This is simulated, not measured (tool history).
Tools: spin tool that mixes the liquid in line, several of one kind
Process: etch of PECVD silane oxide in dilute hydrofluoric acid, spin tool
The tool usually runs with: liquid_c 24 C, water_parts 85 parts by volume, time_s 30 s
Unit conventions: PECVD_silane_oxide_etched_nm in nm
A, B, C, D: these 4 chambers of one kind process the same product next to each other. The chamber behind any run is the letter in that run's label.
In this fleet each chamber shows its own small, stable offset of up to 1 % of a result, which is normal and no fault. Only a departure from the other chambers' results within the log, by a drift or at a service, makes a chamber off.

run,hour,liquid_c,water_parts,time_s,hours since the thermometer was replaced,hours since the hydrofluoric acid flow meter was replaced,"read-back film thickness of the PECVD silane oxide reference wafer, read on the same gauge (nm)",PECVD_silane_oxide_etched_nm
1A,5.2,24,85,30,1926.7,144.8,140.01,9.1662
# hour 9.8: chamber C: thermometer replaced
2D,9.8,24,85,30,594.7,808.9,140.00,9.1403
3C,14.6,24,85,30,4.9,1587.8,140.01,9.1257
4B,19.4,24,85,30,3003.4,685.1,140.00,9.2414
5D,24.4,24,85,30,609.3,823.5,139.99,9.1225
6A,28.2,24,85,30,1949.7,167.8,139.99,9.2516
7C,32.9,24,85,30,23.2,1606.1,139.99,9.1087
8B,36.6,24,55,30,3020.6,702.3,140.03,14.6960
9C,40.6,24,55,30,30.9,1613.8,140.04,14.7530
10D,45.3,24,55,30,630.2,844.4,139.99,14.5610
11B,50.0,24,55,30,3034.0,715.7,140.01,14.8260
12A,54.9,24,85,30,1976.4,194.5,140.00,9.1541
13C,58.2,24,85,30,48.5,1631.4,140.00,9.1543
14B,62.3,24,85,30,3046.3,728.0,140.00,9.1895
15D,65.5,24,85,30,650.4,864.6,139.99,9.1909
16A,69.1,24,85,30,1990.6,208.7,139.99,9.1896
17B,74.2,24,85,30,3058.2,739.9,140.00,9.1353
18A,78.3,24,85,30,1999.8,217.9,139.97,9.2415
19D,82.6,24,85,30,667.5,881.7,139.97,9.1410
# hour 84.8: chamber B: thermometer replaced
20C,85.6,24,85,30,75.9,1658.8,139.99,9.0953
21C,90.1,24,85,30,80.4,1663.3,140.00,9.1589
22D,93.7,24,85,30,678.6,892.8,140.03,9.2184
23B,96.7,24,85,30,12.0,762.4,140.00,9.1130
24A,99.2,24,85,30,2020.7,238.8,139.99,9.1057
25C,102.7,24,85,30,93.0,1675.9,140.01,9.2184
26B,106.5,24,85,30,21.8,772.2,140.01,9.0815
27D,110.9,24,85,30,695.8,910.0,139.98,9.2310
28A,114.9,24,85,30,2036.4,254.5,139.98,9.0592
29A,118.0,24,85,30,2039.5,257.6,140.00,9.1762
30B,123.0,24,85,30,38.3,788.7,140.02,8.9920
31D,126.5,24,85,30,711.4,925.6,140.02,9.1171
32C,128.7,24,85,30,119.0,1701.9,139.99,9.1294
33D,133.4,24,85,30,718.3,932.5,139.99,9.1999
34C,138.4,29,85,30,128.7,1711.6,139.99,11.1100
35B,143.3,29,85,30,58.6,809.0,139.99,11.1490
36A,147.0,29,85,30,2068.5,286.6,140.00,11.1070

Is one chamber off against the others, does the gauge drift, or is nothing wrong? If a chamber is off, say which, and what the likeliest cause is.

All chambers stay in line apart from their small fixed offsets, and the gauge does not drift.
